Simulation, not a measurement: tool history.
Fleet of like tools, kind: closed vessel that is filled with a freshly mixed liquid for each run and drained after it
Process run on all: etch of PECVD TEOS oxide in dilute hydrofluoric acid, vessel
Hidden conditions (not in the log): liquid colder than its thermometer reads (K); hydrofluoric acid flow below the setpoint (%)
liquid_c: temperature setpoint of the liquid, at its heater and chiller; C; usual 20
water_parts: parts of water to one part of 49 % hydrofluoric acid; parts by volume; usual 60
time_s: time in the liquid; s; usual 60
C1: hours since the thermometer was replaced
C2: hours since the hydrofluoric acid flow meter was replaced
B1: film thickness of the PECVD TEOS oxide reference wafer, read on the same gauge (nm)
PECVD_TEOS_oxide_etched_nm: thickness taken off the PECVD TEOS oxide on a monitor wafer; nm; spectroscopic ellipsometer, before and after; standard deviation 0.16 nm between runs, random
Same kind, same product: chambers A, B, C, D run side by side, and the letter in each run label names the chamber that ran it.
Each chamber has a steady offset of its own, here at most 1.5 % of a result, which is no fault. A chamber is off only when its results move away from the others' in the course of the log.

{"run": "1B", "day": 0.592, "liquid_c": 20, "water_parts": 60, "time_s": 60, "C1": 1494.9, "C2": 199.1, "B1": 70.033, "PECVD_TEOS_oxide_etched_nm": 17.037}
{"run": "2D", "day": 0.883, "liquid_c": 20, "water_parts": 60, "time_s": 60, "C1": 428.5, "C2": 1317.5, "B1": 70.003, "PECVD_TEOS_oxide_etched_nm": 16.821}
{"run": "3C", "day": 1.429, "liquid_c": 20, "water_parts": 60, "time_s": 60, "C1": 1396.2, "C2": 1655.8, "B1": 70.001, "PECVD_TEOS_oxide_etched_nm": 16.446}
{"run": "4A", "day": 1.775, "liquid_c": 20, "water_parts": 60, "time_s": 60, "C1": 163.9, "C2": 487.6, "B1": 70.006, "PECVD_TEOS_oxide_etched_nm": 16.675}
{"run": "5B", "day": 2.412, "liquid_c": 20, "water_parts": 60, "time_s": 60, "C1": 1538.6, "C2": 242.8, "B1": 70.027, "PECVD_TEOS_oxide_etched_nm": 16.914}
{"run": "6C", "day": 2.8, "liquid_c": 20, "water_parts": 60, "time_s": 60, "C1": 1429.1, "C2": 1688.7, "B1": 69.969, "PECVD_TEOS_oxide_etched_nm": 16.169}
{"run": "7D", "day": 3.379, "liquid_c": 20, "water_parts": 60, "time_s": 60, "C1": 488.4, "C2": 1377.4, "B1": 70.019, "PECVD_TEOS_oxide_etched_nm": 17.072}
{"run": "8A", "day": 3.733, "liquid_c": 20, "water_parts": 60, "time_s": 60, "C1": 210.9, "C2": 534.6, "B1": 70.004, "PECVD_TEOS_oxide_etched_nm": 16.845}
{"run": "9D", "day": 4.288, "liquid_c": 20, "water_parts": 60, "time_s": 60, "C1": 510.2, "C2": 1399.2, "B1": 70.021, "PECVD_TEOS_oxide_etched_nm": 16.5}
{"run": "10B", "day": 4.592, "liquid_c": 20, "water_parts": 60, "time_s": 60, "C1": 1590.9, "C2": 295.1, "B1": 69.995, "PECVD_TEOS_oxide_etched_nm": 16.843}
{"run": "11A", "day": 5.121, "liquid_c": 20, "water_parts": 60, "time_s": 60, "C1": 244.2, "C2": 567.9, "B1": 70.009, "PECVD_TEOS_oxide_etched_nm": 16.75}
{"run": "12C", "day": 5.671, "liquid_c": 20, "water_parts": 60, "time_s": 75, "C1": 1498, "C2": 1757.6, "B1": 70.005, "PECVD_TEOS_oxide_etched_nm": 20.398}
{"run": "13B", "day": 6.158, "liquid_c": 20, "water_parts": 60, "time_s": 75, "C1": 1628.5, "C2": 332.7, "B1": 69.982, "PECVD_TEOS_oxide_etched_nm": 20.94}
{"day": 6.733, "done": "chamber C: thermometer replaced"}
{"run": "14D", "day": 6.733, "liquid_c": 20, "water_parts": 60, "time_s": 75, "C1": 568.9, "C2": 1457.9, "B1": 69.977, "PECVD_TEOS_oxide_etched_nm": 20.316}
{"run": "15C", "day": 7.029, "liquid_c": 20, "water_parts": 60, "time_s": 75, "C1": 7.2, "C2": 1790.2, "B1": 69.988, "PECVD_TEOS_oxide_etched_nm": 20.728}
{"run": "16A", "day": 7.638, "liquid_c": 20, "water_parts": 70, "time_s": 60, "C1": 304.6, "C2": 628.3, "B1": 69.982, "PECVD_TEOS_oxide_etched_nm": 14.265}
{"run": "17A", "day": 7.933, "liquid_c": 20, "water_parts": 70, "time_s": 60, "C1": 311.7, "C2": 635.4, "B1": 69.995, "PECVD_TEOS_oxide_etched_nm": 14.339}
{"day": 8.133, "done": "chamber C: hydrofluoric acid flow meter replaced"}
{"run": "18B", "day": 8.554, "liquid_c": 20, "water_parts": 70, "time_s": 60, "C1": 1686, "C2": 390.2, "B1": 69.998, "PECVD_TEOS_oxide_etched_nm": 14.136}
{"run": "19D", "day": 9.133, "liquid_c": 20, "water_parts": 70, "time_s": 60, "C1": 626.5, "C2": 1515.5, "B1": 69.999, "PECVD_TEOS_oxide_etched_nm": 13.749}
{"run": "20C", "day": 9.554, "liquid_c": 20, "water_parts": 60, "time_s": 60, "C1": 67.8, "C2": 34.2, "B1": 69.982, "PECVD_TEOS_oxide_etched_nm": 16.692}
{"run": "21B", "day": 9.912, "liquid_c": 20, "water_parts": 60, "time_s": 60, "C1": 1718.6, "C2": 422.8, "B1": 69.977, "PECVD_TEOS_oxide_etched_nm": 16.858}
{"run": "22C", "day": 10.333, "liquid_c": 22, "water_parts": 60, "time_s": 60, "C1": 86.5, "C2": 52.9, "B1": 70.01, "PECVD_TEOS_oxide_etched_nm": 17.978}
{"run": "23A", "day": 10.7, "liquid_c": 22, "water_parts": 60, "time_s": 60, "C1": 378.1, "C2": 701.8, "B1": 69.995, "PECVD_TEOS_oxide_etched_nm": 18.058}
{"run": "24D", "day": 11.3, "liquid_c": 22, "water_parts": 60, "time_s": 60, "C1": 678.5, "C2": 1567.5, "B1": 69.999, "PECVD_TEOS_oxide_etched_nm": 17.515}
{"run": "25A", "day": 11.946, "liquid_c": 22, "water_parts": 60, "time_s": 60, "C1": 408, "C2": 731.7, "B1": 69.991, "PECVD_TEOS_oxide_etched_nm": 17.785}
{"run": "26B", "day": 12.317, "liquid_c": 20, "water_parts": 60, "time_s": 60, "C1": 1776.3, "C2": 480.5, "B1": 70.018, "PECVD_TEOS_oxide_etched_nm": 16.975}
{"run": "27D", "day": 12.962, "liquid_c": 20, "water_parts": 45, "time_s": 60, "C1": 718.4, "C2": 1607.4, "B1": 69.995, "PECVD_TEOS_oxide_etched_nm": 21.271}
{"run": "28C", "day": 13.442, "liquid_c": 20, "water_parts": 45, "time_s": 60, "C1": 161.1, "C2": 127.5, "B1": 69.989, "PECVD_TEOS_oxide_etched_nm": 22.803}
{"run": "29C", "day": 14.088, "liquid_c": 20, "water_parts": 45, "time_s": 60, "C1": 176.6, "C2": 143, "B1": 69.99, "PECVD_TEOS_oxide_etched_nm": 22.948}
{"run": "30B", "day": 14.596, "liquid_c": 20, "water_parts": 45, "time_s": 60, "C1": 1831, "C2": 535.2, "B1": 69.971, "PECVD_TEOS_oxide_etched_nm": 23.106}
{"run": "31A", "day": 15.108, "liquid_c": 20, "water_parts": 60, "time_s": 60, "C1": 483.9, "C2": 807.6, "B1": 69.995, "PECVD_TEOS_oxide_etched_nm": 16.657}
{"run": "32D", "day": 15.508, "liquid_c": 20, "water_parts": 60, "time_s": 35, "C1": 779.5, "C2": 1668.5, "B1": 69.994, "PECVD_TEOS_oxide_etched_nm": 9.0645}
{"run": "33C", "day": 15.979, "liquid_c": 20, "water_parts": 60, "time_s": 35, "C1": 222, "C2": 188.4, "B1": 69.986, "PECVD_TEOS_oxide_etched_nm": 9.8569}
{"run": "34A", "day": 16.504, "liquid_c": 20, "water_parts": 60, "time_s": 35, "C1": 517.4, "C2": 841.1, "B1": 70.045, "PECVD_TEOS_oxide_etched_nm": 9.5953}
{"run": "35D", "day": 16.879, "liquid_c": 20, "water_parts": 60, "time_s": 35, "C1": 812.4, "C2": 1701.4, "B1": 70.003, "PECVD_TEOS_oxide_etched_nm": 8.9482}
{"run": "36B", "day": 17.471, "liquid_c": 20, "water_parts": 60, "time_s": 60, "C1": 1900, "C2": 604.2, "B1": 70.014, "PECVD_TEOS_oxide_etched_nm": 16.813}
{"run": "37D", "day": 17.821, "liquid_c": 20, "water_parts": 60, "time_s": 60, "C1": 835, "C2": 1724, "B1": 70.025, "PECVD_TEOS_oxide_etched_nm": 15.273}

Predict what each chamber gives when all 4 of them run the settings below next.
{"run": "38A", "day": 18.292, "liquid_c": 20, "water_parts": 60, "time_s": 60, "PECVD_TEOS_oxide_etched_nm": "?"}
{"run": "38B", "day": 18.292, "liquid_c": 20, "water_parts": 60, "time_s": 60, "PECVD_TEOS_oxide_etched_nm": "?"}
{"run": "38C", "day": 18.292, "liquid_c": 20, "water_parts": 60, "time_s": 60, "PECVD_TEOS_oxide_etched_nm": "?"}
{"run": "38D", "day": 18.292, "liquid_c": 20, "water_parts": 60, "time_s": 60, "PECVD_TEOS_oxide_etched_nm": "?"}

run=38A PECVD_TEOS_oxide_etched_nm=16.714
run=38B PECVD_TEOS_oxide_etched_nm=16.732
run=38C PECVD_TEOS_oxide_etched_nm=16.705
run=38D PECVD_TEOS_oxide_etched_nm=15.534
